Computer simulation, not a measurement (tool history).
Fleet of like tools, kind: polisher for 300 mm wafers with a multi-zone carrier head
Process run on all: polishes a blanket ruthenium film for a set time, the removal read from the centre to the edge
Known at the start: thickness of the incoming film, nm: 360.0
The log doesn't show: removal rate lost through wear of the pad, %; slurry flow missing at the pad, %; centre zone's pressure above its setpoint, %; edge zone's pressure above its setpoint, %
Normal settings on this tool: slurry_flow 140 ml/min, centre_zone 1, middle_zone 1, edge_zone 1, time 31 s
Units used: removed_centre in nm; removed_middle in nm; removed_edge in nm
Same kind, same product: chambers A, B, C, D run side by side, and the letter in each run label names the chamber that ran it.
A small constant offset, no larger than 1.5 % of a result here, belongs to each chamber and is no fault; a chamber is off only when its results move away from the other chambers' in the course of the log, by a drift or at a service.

run	hour	slurry_flow	centre_zone	middle_zone	edge_zone	time	wafers polished on this pad	hours since the slurry nozzle was cleaned	hours since the centre zone pressure was calibrated	hours since the edge zone pressure was calibrated	removed_centre	removed_middle	removed_edge
1A	5.2	140	1	1	1	31	848	159.5	341.4	826.6	29.347	29.404	29.054
2C	11.8	140	1	1	1	31	721	181.9	315.3	403.9	28.982	29.722	28.589
3B	19.9	140	1	1	1	31	908	429.5	391.4	1062.4	29.1	29.349	29.713
4D	25.7	140	1	1	1	31	842	106	552	185.5	29.913	29.624	29.287
5B	31.1	140	1	1	1	31	1049	440.7	402.6	1073.6	29.688	29.49	29.518
# hour 32.8: chamber D: worn pad replaced by a new one
# hour 34.9: chamber B: worn pad replaced by a new one
# hour 38.3: chamber A: worn pad replaced by a new one
6C	38.6	140	1	1	1	31	1060	208.7	342.1	430.7	29.211	29.639	29.276
7D	42.2	140	1	1	1	31	119	122.5	568.5	202	29.872	29.992	30.06
# hour 43: chamber C: worn pad replaced by a new one
8A	48.4	140	1	1	1	31	127	202.7	384.6	869.8	29.076	29.12	28.823
9A	52	140	0.93	1	1	31	173	206.3	388.2	873.4	27.287	29.344	29.315
10D	56	140	0.93	1	1	31	294	136.3	582.3	215.8	27.978	29.688	29.917
11C	61.4	140	0.93	1	1	31	232	231.5	364.9	453.5	27.691	30.172	29.525
12B	68.9	140	0.93	1	1	31	429	478.5	440.4	1111.4	26.478	29.167	28.917
13B	73.9	140	1	1	1	31	492	483.5	445.4	1116.4	29.999	29.664	29.199
14A	80.8	140	1	1	1	31	536	235.1	417	902.2	28.823	29.103	28.447
15C	84.6	140	1	1	1	31	525	254.7	388.1	476.7	29.659	29.959	28.818
16D	90.2	140	1	1	1	31	726	170.5	616.5	250	29.368	30.12	29.185
17A	93.8	140	1	1	1	31	701	248.1	430	915.2	28.924	28.845	28.415
# hour 96.7: chamber C: slurry nozzle cleaned
18D	97.9	140	1.06	0.93	1	31	823	178.2	624.2	257.7	32.282	27.711	29.328
# hour 101.6: chamber B: edge zone pressure recalibrated
19C	105.4	140	1.06	0.93	1	31	788	8.8	408.9	497.5	30.984	27.682	28.602
# hour 111.4: chamber B: worn pad replaced by a new one
20B	113	140	1.06	0.93	1	31	20	522.6	484.5	11.4	30.864	27.541	29.493
21A	117	140	1.06	0.93	1	31	994	271.3	453.2	938.4	29.229	26.678	28.581
# hour 118.9: chamber D: worn pad replaced by a new one
22C	125.2	140	1	1	1	31	1038	28.6	428.7	517.3	30.06	29.376	29.475
23B	129.2	140	1	1	1	31	224	538.8	500.7	27.6	29.126	29.535	29.694
24D	132.8	140	1	1	1	31	176	213.1	659.1	292.6	30.116	29.461	29.432
# hour 133: chamber C: worn pad replaced by a new one
# hour 135.8: chamber D: slurry nozzle cleaned
25D	137.4	140	1	1	1	31	234	1.7	663.7	297.2	29.657	30.05	29.594
# hour 140.5: chamber A: worn pad replaced by a new one
26A	145	140	1	1	1	31	57	299.3	481.2	966.4	27.48	27.779	28.467
27C	150.5	140	1	1	1	31	221	53.9	454	542.6	29.452	29.274	29.525
28B	155.4	140	1	1	1	31	555	565	526.9	53.8	29.474	29.637	29.348
29C	162.6	140	1	1	1	31	373	66	466.1	554.7	30.409	29.477	29.455
30D	166.3	140	1	1	1	31	599	30.6	692.6	326.1	29.601	30.068	29.905
31A	170.7	140	1	1	1	31	382	325	506.9	992.1	27.318	27.323	27.676
32B	177.3	140	1	1	1	31	832	586.9	548.8	75.7	29.441	29.377	28.981

One chamber off, gauge drift, or nothing amiss beyond the chambers' own small offsets? If it is a chamber, which one, and what is the likeliest cause?

One chamber, A, drifts off from the rest bit by bit.
What lies behind it: slurry flow missing at the pad, % = 30.9.

Which of the 4 candidates below, each the usual settings with something changed and its results left as question marks, puts chamber A back in line with what the other chambers give on the usual settings?
Allowed miss from the other chambers' usual-settings mean, per result, to count as in line: removed_centre 1.4 nm; removed_middle 0.78 nm; removed_edge 1 nm
33A-1	183.3	150	1.03	1.03	0.98	34					?	?	?
33A-2	183.3	135	0.98	0.98	1.02	29					?	?	?
33A-3	183.3	145	1.02	1.02	0.98	33					?	?	?
33A-4	183.3	130	0.97	0.97	1.02	28					?	?	?

Mean of the other chambers on the usual settings: removed_centre 29.469 nm; removed_middle 29.629 nm; removed_edge 29.421 nm
run	removed_centre	removed_middle	removed_edge
33A-1	30.859	31.218	30.253
33A-2	24.073	24.681	25.847
33A-3	29.317	29.75	29.184
33A-4	22.68	23.338	24.771
Change 33A-3 lands the chamber within the allowed miss of the other chambers.
